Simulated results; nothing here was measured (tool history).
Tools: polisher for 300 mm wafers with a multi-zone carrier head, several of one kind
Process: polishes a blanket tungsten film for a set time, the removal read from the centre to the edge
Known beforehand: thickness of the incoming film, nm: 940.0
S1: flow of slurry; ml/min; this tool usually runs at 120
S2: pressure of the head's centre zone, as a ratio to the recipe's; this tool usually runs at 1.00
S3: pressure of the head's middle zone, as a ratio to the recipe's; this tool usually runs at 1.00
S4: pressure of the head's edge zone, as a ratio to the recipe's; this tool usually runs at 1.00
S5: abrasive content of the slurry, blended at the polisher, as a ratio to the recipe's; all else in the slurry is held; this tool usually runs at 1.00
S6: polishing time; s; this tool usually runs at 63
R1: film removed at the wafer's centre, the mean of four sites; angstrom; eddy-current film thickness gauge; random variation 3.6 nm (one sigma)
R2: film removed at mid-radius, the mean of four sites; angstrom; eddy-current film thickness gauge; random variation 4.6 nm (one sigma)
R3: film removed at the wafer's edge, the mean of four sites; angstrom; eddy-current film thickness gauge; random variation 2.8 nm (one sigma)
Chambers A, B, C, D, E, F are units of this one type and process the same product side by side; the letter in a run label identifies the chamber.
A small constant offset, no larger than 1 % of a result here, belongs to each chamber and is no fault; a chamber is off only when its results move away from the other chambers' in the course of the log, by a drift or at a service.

run,hour,S1,S2,S3,S4,S5,S6,R1,R2,R3
# hour 4.8: chamber E: worn pad replaced by a new one
1C,7.1,120,1.00,1.00,1.00,1.00,63,3818.8,3846.2,3830.7
2E,15.7,120,1.00,1.00,1.00,1.00,63,3843.8,3841.9,3849.8
3A,23.1,120,1.00,1.00,1.00,1.00,63,3851.4,3831.1,3856.9
# hour 28.2: chamber F: worn pad replaced by a new one
# hour 30.8: chamber B: worn pad replaced by a new one
# hour 32.1: chamber C: worn pad replaced by a new one
4D,33.1,120,1.00,1.00,1.00,1.00,63,3857.2,3818.0,3843.9
# hour 34.6: chamber D: worn pad replaced by a new one
5B,39.0,120,1.00,1.00,1.00,1.00,63,3864.0,3874.0,3808.8
6F,47.5,120,1.00,1.00,1.00,1.00,63,3868.7,3961.3,3877.9
7C,57.9,120,1.00,1.00,1.00,1.00,63,3871.2,3861.5,3808.7
8A,66.0,145,1.00,1.00,1.00,1.00,63,4156.2,4005.3,3978.6
# hour 69.9: chamber A: worn pad replaced by a new one
# hour 74.7: chamber D: slurry nozzle cleaned
9E,75.2,145,1.00,1.00,1.00,1.00,63,3995.4,4007.7,3968.6
10F,83.4,145,1.00,1.00,1.00,1.00,63,4030.8,3981.2,3971.8
11B,93.9,145,1.00,1.00,1.00,1.00,63,4137.6,3990.7,3935.4
12D,99.7,145,1.00,1.00,1.00,1.00,63,4054.9,4036.5,4002.3
# hour 101.2: chamber E: centre zone pressure recalibrated
13F,106.4,145,1.00,1.00,1.00,1.00,63,4012.2,4001.9,4008.4
# hour 113.7: chamber C: worn pad replaced by a new one
14B,116.9,155,1.00,1.00,1.09,1.00,63,4091.6,4026.3,4182.8
# hour 125.6: chamber A: edge zone pressure recalibrated
15E,126.0,155,1.00,1.00,1.09,1.00,63,4082.4,4038.5,4148.8
# hour 129.1: chamber D: worn pad replaced by a new one
16C,130.9,155,1.00,1.00,1.09,1.00,63,4081.5,3967.1,4220.4
17A,139.7,155,1.00,1.00,1.09,1.00,63,4186.3,4078.7,4176.1
# hour 141.4: chamber F: worn pad replaced by a new one
# hour 146.2: chamber B: slurry nozzle cleaned
# hour 146.9: chamber F: edge zone pressure recalibrated
18D,148.9,155,1.00,1.00,1.09,1.00,63,4119.6,4089.4,4185.9
# hour 155.4: chamber E: worn pad replaced by a new one
# hour 156.1: chamber A: worn pad replaced by a new one
19F,159.5,155,1.00,1.00,1.09,1.00,63,4073.8,4122.0,4303.5
# hour 163.9: chamber B: worn pad replaced by a new one
20B,169.5,120,1.00,1.00,1.00,1.00,63,3877.1,3874.1,3822.3
21D,177.0,120,1.00,1.00,1.00,1.00,63,3883.8,3850.4,3852.6
22C,183.0,120,1.00,1.05,1.00,0.85,63,3693.5,3782.9,3679.3
23A,189.9,120,1.00,1.05,1.00,0.85,63,3707.6,3897.6,3721.1
# hour 195.0: chamber A: slurry nozzle cleaned
# hour 195.4: chamber C: worn pad replaced by a new one
24E,199.2,120,1.00,1.05,1.00,0.85,63,3710.9,3877.5,3683.8
25B,205.1,120,1.00,1.05,1.00,0.85,63,3800.9,3972.0,3691.8
# hour 210.1: chamber E: slurry nozzle cleaned
26D,212.3,120,1.00,1.05,1.00,0.85,63,3719.7,3893.4,3760.3
27F,223.1,120,1.00,1.05,1.00,0.85,63,3754.0,3884.9,3719.1
# hour 230.2: chamber F: slurry nozzle cleaned
28C,231.9,120,1.00,1.00,1.00,1.00,63,3857.9,3876.2,3875.0
# hour 236.6: chamber D: worn pad replaced by a new one
29E,237.6,120,1.00,1.00,1.00,1.00,63,3822.3,3812.0,3849.9
# hour 242.4: chamber A: worn pad replaced by a new one
30A,248.5,120,1.00,1.00,1.00,1.00,63,3882.8,3938.7,3864.2
31D,256.7,120,1.00,1.00,1.00,1.00,63,3863.3,3780.3,3841.9
32F,264.9,120,1.00,1.00,1.00,1.00,63,3849.5,3817.9,3868.5
33E,271.4,120,1.00,1.00,1.00,1.00,63,3809.9,3851.6,3863.6
34B,277.0,120,1.00,1.00,1.00,1.00,63,3917.5,3804.6,3867.6
# hour 278.7: chamber C: worn pad replaced by a new one
# hour 281.4: chamber F: worn pad replaced by a new one
35A,286.5,120,1.00,1.00,1.00,1.00,63,3897.4,3919.2,3870.4
36C,292.0,120,1.00,1.00,1.00,1.00,63,3924.2,3808.1,3881.3
37B,297.3,120,1.00,1.00,1.00,1.00,63,3850.3,3862.0,3846.6
# hour 299.2: chamber E: worn pad replaced by a new one
38D,304.3,120,1.00,1.00,1.00,1.00,63,3801.1,3822.0,3891.5
39C,310.0,120,1.00,1.00,1.00,1.00,63,3831.1,3874.8,3836.2
40F,318.5,120,1.00,1.00,1.00,1.00,63,3842.5,3802.8,3861.7
41A,324.9,120,1.00,1.00,1.00,1.00,63,3861.2,3822.1,3818.1
42E,335.5,120,1.00,1.00,1.00,1.00,63,3889.3,3901.2,3849.2
43E,341.3,120,1.00,1.00,1.00,1.00,63,3897.8,3796.8,3839.6

Predict what each chamber gives when all 6 of them run the settings below next.
44A,349.2,120,0.94,1.00,1.00,1.00,63,?,?,?
44B,349.2,120,0.94,1.00,1.00,1.00,63,?,?,?
44C,349.2,120,0.94,1.00,1.00,1.00,63,?,?,?
44D,349.2,120,0.94,1.00,1.00,1.00,63,?,?,?
44E,349.2,120,0.94,1.00,1.00,1.00,63,?,?,?
44F,349.2,120,0.94,1.00,1.00,1.00,63,?,?,?

run,R1,R2,R3
44A,3622.5,3855.1,3806.7
44B,3642.1,3850.9,3853.6
44C,3625.5,3860.9,3826.7
44D,3594.6,3878.4,3881.5
44E,3606.9,3779.0,3817.6
44F,3552.6,3854.2,3865.3
